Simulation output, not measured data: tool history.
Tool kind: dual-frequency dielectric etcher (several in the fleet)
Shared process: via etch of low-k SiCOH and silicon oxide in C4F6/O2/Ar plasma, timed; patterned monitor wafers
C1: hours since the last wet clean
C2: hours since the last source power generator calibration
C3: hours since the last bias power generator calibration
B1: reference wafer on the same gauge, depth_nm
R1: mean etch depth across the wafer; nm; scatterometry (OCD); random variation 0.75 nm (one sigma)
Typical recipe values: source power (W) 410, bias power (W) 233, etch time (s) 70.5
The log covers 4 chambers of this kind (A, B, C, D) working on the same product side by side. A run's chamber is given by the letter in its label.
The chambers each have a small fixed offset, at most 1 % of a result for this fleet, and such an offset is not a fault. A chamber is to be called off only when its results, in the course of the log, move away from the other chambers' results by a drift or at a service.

{"run": "1C", "hour": 10.2, "source power (W)": 410, "bias power (W)": 233, "etch time (s)": 70.5, "C1": 238.1, "C2": 141.6, "C3": 1308.2, "B1": 184, "R1": 214.59}
{"run": "2D", "hour": 21.9, "source power (W)": 410, "bias power (W)": 233, "etch time (s)": 70.5, "C1": 210, "C2": 2308.9, "C3": 577.6, "B1": 183.93, "R1": 217.37}
{"run": "3B", "hour": 32.0, "source power (W)": 410, "bias power (W)": 233, "etch time (s)": 70.5, "C1": 198.5, "C2": 3610.5, "C3": 456, "B1": 183.95, "R1": 216.84}
{"run": "4A", "hour": 38.6, "source power (W)": 410, "bias power (W)": 233, "etch time (s)": 70.5, "C1": 334.5, "C2": 2667.1, "C3": 996, "B1": 184.1, "R1": 217.24}
{"run": "5C", "hour": 46.1, "source power (W)": 410, "bias power (W)": 233, "etch time (s)": 70.5, "C1": 274, "C2": 177.5, "C3": 1344.1, "B1": 184.18, "R1": 217.72}
{"run": "6A", "hour": 57.3, "source power (W)": 410, "bias power (W)": 233, "etch time (s)": 70.5, "C1": 353.2, "C2": 2685.8, "C3": 1014.7, "B1": 184.01, "R1": 217.3}
{"run": "7B", "hour": 68.0, "source power (W)": 410, "bias power (W)": 233, "etch time (s)": 70.5, "C1": 234.5, "C2": 3646.5, "C3": 492, "B1": 183.82, "R1": 216.01}
{"run": "8D", "hour": 79.2, "source power (W)": 410, "bias power (W)": 233, "etch time (s)": 70.5, "C1": 267.3, "C2": 2366.2, "C3": 634.9, "B1": 184.04, "R1": 216.62}
{"run": "9D", "hour": 89.7, "source power (W)": 410, "bias power (W)": 233, "etch time (s)": 70.5, "C1": 277.8, "C2": 2376.7, "C3": 645.4, "B1": 183.97, "R1": 217.37}
{"run": "10B", "hour": 95.8, "source power (W)": 410, "bias power (W)": 233, "etch time (s)": 70.5, "C1": 262.3, "C2": 3674.3, "C3": 519.8, "B1": 184.28, "R1": 217.2}
{"run": "11A", "hour": 107.6, "source power (W)": 410, "bias power (W)": 233, "etch time (s)": 70.5, "C1": 403.5, "C2": 2736.1, "C3": 1065, "B1": 183.99, "R1": 219.22}
{"run": "12C", "hour": 113.9, "source power (W)": 410, "bias power (W)": 233, "etch time (s)": 70.5, "C1": 341.8, "C2": 245.3, "C3": 1411.9, "B1": 183.95, "R1": 216.39}
{"run": "13B", "hour": 123.3, "source power (W)": 410, "bias power (W)": 233, "etch time (s)": 70.5, "C1": 289.8, "C2": 3701.8, "C3": 547.3, "B1": 184.25, "R1": 216.83}
{"run": "14A", "hour": 134.7, "source power (W)": 410, "bias power (W)": 233, "etch time (s)": 70.5, "C1": 430.6, "C2": 2763.2, "C3": 1092.1, "B1": 184.06, "R1": 218.17}
{"run": "15D", "hour": 146.0, "source power (W)": 410, "bias power (W)": 233, "etch time (s)": 70.5, "C1": 334.1, "C2": 2433, "C3": 701.7, "B1": 183.96, "R1": 215.7}
{"run": "16C", "hour": 156.8, "source power (W)": 410, "bias power (W)": 233, "etch time (s)": 70.5, "C1": 384.7, "C2": 288.2, "C3": 1454.8, "B1": 183.87, "R1": 217.74}
{"run": "17A", "hour": 166.8, "source power (W)": 410, "bias power (W)": 233, "etch time (s)": 70.5, "C1": 462.7, "C2": 2795.3, "C3": 1124.2, "B1": 183.87, "R1": 217.67}
{"run": "18D", "hour": 174.9, "source power (W)": 410, "bias power (W)": 233, "etch time (s)": 70.5, "C1": 363, "C2": 2461.9, "C3": 730.6, "B1": 184.11, "R1": 216.84}
{"run": "19C", "hour": 186.0, "source power (W)": 410, "bias power (W)": 185, "etch time (s)": 53.5, "C1": 413.9, "C2": 317.4, "C3": 1484, "B1": 183.92, "R1": 151.97}
{"run": "20B", "hour": 194.4, "source power (W)": 410, "bias power (W)": 185, "etch time (s)": 53.5, "C1": 360.9, "C2": 3772.9, "C3": 618.4, "B1": 184.04, "R1": 152.69}
{"hour": 194.8, "done": "chamber A: wet clean of the chamber"}
{"run": "21B", "hour": 201.7, "source power (W)": 410, "bias power (W)": 185, "etch time (s)": 53.5, "C1": 368.2, "C2": 3780.2, "C3": 625.7, "B1": 183.98, "R1": 153.01}
{"hour": 204.1, "done": "chamber B: wet clean of the chamber"}
{"run": "22A", "hour": 209.2, "source power (W)": 410, "bias power (W)": 185, "etch time (s)": 53.5, "C1": 14.4, "C2": 2837.7, "C3": 1166.6, "B1": 183.98, "R1": 153.91}
{"run": "23D", "hour": 218.0, "source power (W)": 410, "bias power (W)": 233, "etch time (s)": 70.5, "C1": 406.1, "C2": 2505, "C3": 773.7, "B1": 183.97, "R1": 217.03}
{"run": "24C", "hour": 225.8, "source power (W)": 410, "bias power (W)": 233, "etch time (s)": 70.5, "C1": 453.7, "C2": 357.2, "C3": 1523.8, "B1": 184.01, "R1": 215.64}
{"run": "25B", "hour": 233.1, "source power (W)": 410, "bias power (W)": 233, "etch time (s)": 70.5, "C1": 29.1, "C2": 3811.6, "C3": 657.1, "B1": 184.17, "R1": 216.3}
{"run": "26A", "hour": 241.2, "source power (W)": 410, "bias power (W)": 233, "etch time (s)": 51, "C1": 46.4, "C2": 2869.7, "C3": 1198.6, "B1": 184.06, "R1": 156.78}
{"hour": 243.6, "done": "chamber C: wet clean of the chamber"}
{"run": "27D", "hour": 249.4, "source power (W)": 410, "bias power (W)": 233, "etch time (s)": 51, "C1": 437.5, "C2": 2536.4, "C3": 805.1, "B1": 183.94, "R1": 157.45}
{"run": "28C", "hour": 257.7, "source power (W)": 410, "bias power (W)": 233, "etch time (s)": 51, "C1": 14.2, "C2": 389.1, "C3": 1555.7, "B1": 184.04, "R1": 157.02}
{"hour": 265.6, "done": "chamber B: source power generator calibrated"}
{"run": "29D", "hour": 267.9, "source power (W)": 410, "bias power (W)": 233, "etch time (s)": 51, "C1": 456, "C2": 2554.9, "C3": 823.6, "B1": 184, "R1": 157.2}
{"run": "30B", "hour": 275.6, "source power (W)": 410, "bias power (W)": 233, "etch time (s)": 70.5, "C1": 71.6, "C2": 10, "C3": 699.6, "B1": 183.92, "R1": 214.85}
{"run": "31C", "hour": 283.7, "source power (W)": 410, "bias power (W)": 288, "etch time (s)": 70.5, "C1": 40.2, "C2": 415.1, "C3": 1581.7, "B1": 184.11, "R1": 232.08}
{"hour": 291.9, "done": "chamber D: wet clean of the chamber"}
{"run": "32A", "hour": 292.8, "source power (W)": 410, "bias power (W)": 288, "etch time (s)": 70.5, "C1": 98, "C2": 2921.3, "C3": 1250.2, "B1": 184.01, "R1": 234.9}
{"run": "33D", "hour": 304.7, "source power (W)": 410, "bias power (W)": 288, "etch time (s)": 70.5, "C1": 12.8, "C2": 2591.7, "C3": 860.4, "B1": 184.11, "R1": 232.14}

Predict what each chamber gives when all 4 of them run the settings below next.
{"run": "34A", "hour": 313.8, "source power (W)": 410, "bias power (W)": 233, "etch time (s)": 80.5, "R1": "?"}
{"run": "34B", "hour": 313.8, "source power (W)": 410, "bias power (W)": 233, "etch time (s)": 80.5, "R1": "?"}
{"run": "34C", "hour": 313.8, "source power (W)": 410, "bias power (W)": 233, "etch time (s)": 80.5, "R1": "?"}
{"run": "34D", "hour": 313.8, "source power (W)": 410, "bias power (W)": 233, "etch time (s)": 80.5, "R1": "?"}

run=34A R1=248.4
run=34B R1=247.66
run=34C R1=246.72
run=34D R1=247.26

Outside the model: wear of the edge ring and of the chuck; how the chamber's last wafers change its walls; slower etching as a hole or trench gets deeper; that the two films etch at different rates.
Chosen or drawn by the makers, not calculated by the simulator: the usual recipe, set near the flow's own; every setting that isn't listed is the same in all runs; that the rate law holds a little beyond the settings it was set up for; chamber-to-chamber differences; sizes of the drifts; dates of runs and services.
